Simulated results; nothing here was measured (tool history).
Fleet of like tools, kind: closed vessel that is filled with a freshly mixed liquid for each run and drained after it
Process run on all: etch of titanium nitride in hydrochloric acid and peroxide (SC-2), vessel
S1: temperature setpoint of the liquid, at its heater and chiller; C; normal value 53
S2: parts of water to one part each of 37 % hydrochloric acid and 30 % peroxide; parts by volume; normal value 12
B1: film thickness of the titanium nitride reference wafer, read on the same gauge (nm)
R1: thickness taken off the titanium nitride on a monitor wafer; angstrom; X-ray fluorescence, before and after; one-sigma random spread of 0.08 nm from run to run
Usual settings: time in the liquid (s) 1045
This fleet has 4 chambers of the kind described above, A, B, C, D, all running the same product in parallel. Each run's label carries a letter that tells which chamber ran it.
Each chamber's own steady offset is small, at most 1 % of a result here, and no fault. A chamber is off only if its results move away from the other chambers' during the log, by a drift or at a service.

run 1D hour=6.5 | S1=53 S2=12 time_in_the_liquid_(s)=1045 | B1=69.998 | R1=201.73
run 2C hour=11.7 | S1=53 S2=12 time_in_the_liquid_(s)=1045 | B1=69.998 | R1=201.4
-- hour=15.2 chamber B: thermometer replaced
run 3A hour=17.7 | S1=53 S2=12 time_in_the_liquid_(s)=1045 | B1=70.018 | R1=201.3
run 4B hour=22.2 | S1=53 S2=12 time_in_the_liquid_(s)=1045 | B1=70.01 | R1=199.83
run 5B hour=26.6 | S1=53 S2=12 time_in_the_liquid_(s)=1605 | B1=70.026 | R1=308.27
run 6D hour=32.3 | S1=53 S2=12 time_in_the_liquid_(s)=1605 | B1=70.016 | R1=309.34
run 7A hour=35.9 | S1=53 S2=12 time_in_the_liquid_(s)=1605 | B1=70.012 | R1=308.35
run 8C hour=39.6 | S1=53 S2=12 time_in_the_liquid_(s)=1605 | B1=69.981 | R1=310.7
run 9B hour=46.4 | S1=56.5 S2=12 time_in_the_liquid_(s)=515 | B1=69.97 | R1=123.62
run 10D hour=53.3 | S1=56.5 S2=12 time_in_the_liquid_(s)=515 | B1=69.979 | R1=125.11
run 11C hour=60.9 | S1=56.5 S2=12 time_in_the_liquid_(s)=515 | B1=70.009 | R1=124.44
run 12A hour=65.4 | S1=56.5 S2=12 time_in_the_liquid_(s)=515 | B1=70.022 | R1=123.73
run 13B hour=69.7 | S1=53 S2=12 time_in_the_liquid_(s)=1045 | B1=69.983 | R1=199.82
run 14D hour=73.6 | S1=53 S2=12 time_in_the_liquid_(s)=1045 | B1=69.988 | R1=201.93
run 15A hour=77.6 | S1=53 S2=12 time_in_the_liquid_(s)=1045 | B1=70.011 | R1=200.24
run 16C hour=83.7 | S1=53 S2=12 time_in_the_liquid_(s)=1045 | B1=69.965 | R1=201.16
run 17C hour=91.7 | S1=53 S2=12 time_in_the_liquid_(s)=1045 | B1=69.965 | R1=200.76
run 18A hour=99.7 | S1=53 S2=12 time_in_the_liquid_(s)=1045 | B1=69.992 | R1=199.97
-- hour=102.5 chamber C: thermometer replaced
run 19B hour=105.5 | S1=53 S2=12 time_in_the_liquid_(s)=1045 | B1=69.993 | R1=197.94
run 20D hour=111.3 | S1=53 S2=12 time_in_the_liquid_(s)=1045 | B1=69.986 | R1=200.83
run 21D hour=114.8 | S1=53 S2=12 time_in_the_liquid_(s)=1045 | B1=70.009 | R1=202.75
run 22A hour=118.9 | S1=53 S2=10 time_in_the_liquid_(s)=1045 | B1=70.022 | R1=233.97
run 23B hour=126.5 | S1=53 S2=10 time_in_the_liquid_(s)=1045 | B1=70.007 | R1=228.71
run 24C hour=132.1 | S1=53 S2=10 time_in_the_liquid_(s)=1045 | B1=70.005 | R1=234.98
run 25B hour=139.5 | S1=53 S2=10 time_in_the_liquid_(s)=1045 | B1=69.998 | R1=229.91
run 26D hour=147.2 | S1=53 S2=12 time_in_the_liquid_(s)=1045 | B1=70.007 | R1=201.97
run 27C hour=153.7 | S1=53 S2=16.5 time_in_the_liquid_(s)=1045 | B1=69.998 | R1=151.45
run 28A hour=158.7 | S1=53 S2=16.5 time_in_the_liquid_(s)=1045 | B1=70.022 | R1=153.19
run 29A hour=164.8 | S1=53 S2=16.5 time_in_the_liquid_(s)=1045 | B1=69.985 | R1=152.15
run 30B hour=170.8 | S1=53 S2=16.5 time_in_the_liquid_(s)=1045 | B1=69.971 | R1=147.85
run 31C hour=178.3 | S1=53 S2=12 time_in_the_liquid_(s)=1045 | B1=70.016 | R1=200.44
run 32D hour=182.4 | S1=53 S2=12 time_in_the_liquid_(s)=1045 | B1=70.01 | R1=200.56
run 33B hour=187.4 | S1=53 S2=12 time_in_the_liquid_(s)=1045 | B1=70.029 | R1=195.45
run 34A hour=192.2 | S1=53 S2=12 time_in_the_liquid_(s)=1045 | B1=70.006 | R1=201.46
run 35C hour=196.8 | S1=53 S2=12 time_in_the_liquid_(s)=1045 | B1=70.013 | R1=201.2
run 36D hour=200.4 | S1=53 S2=12 time_in_the_liquid_(s)=1045 | B1=69.987 | R1=203.45
run 37A hour=207.2 | S1=53 S2=12 time_in_the_liquid_(s)=1045 | B1=69.99 | R1=201.12
run 38B hour=212.5 | S1=53 S2=12 time_in_the_liquid_(s)=1045 | B1=69.989 | R1=192.41
run 39D hour=219.4 | S1=53 S2=12 time_in_the_liquid_(s)=1045 | B1=69.983 | R1=201.83
run 40C hour=226.5 | S1=62 S2=12 time_in_the_liquid_(s)=1045 | B1=70.013 | R1=357.26
run 41A hour=230.7 | S1=62 S2=12 time_in_the_liquid_(s)=1045 | B1=70.026 | R1=355.41

Predict what each chamber gives when all 4 of them run the settings below next.
run 42A hour=236.4 | S1=53 S2=12 time_in_the_liquid_(s)=1610 | R1=?
run 42B hour=236.4 | S1=53 S2=12 time_in_the_liquid_(s)=1610 | R1=?
run 42C hour=236.4 | S1=53 S2=12 time_in_the_liquid_(s)=1610 | R1=?
run 42D hour=236.4 | S1=53 S2=12 time_in_the_liquid_(s)=1610 | R1=?

run=42A R1=309.74
run=42B R1=296.89
run=42C R1=311.8
run=42D R1=311.19
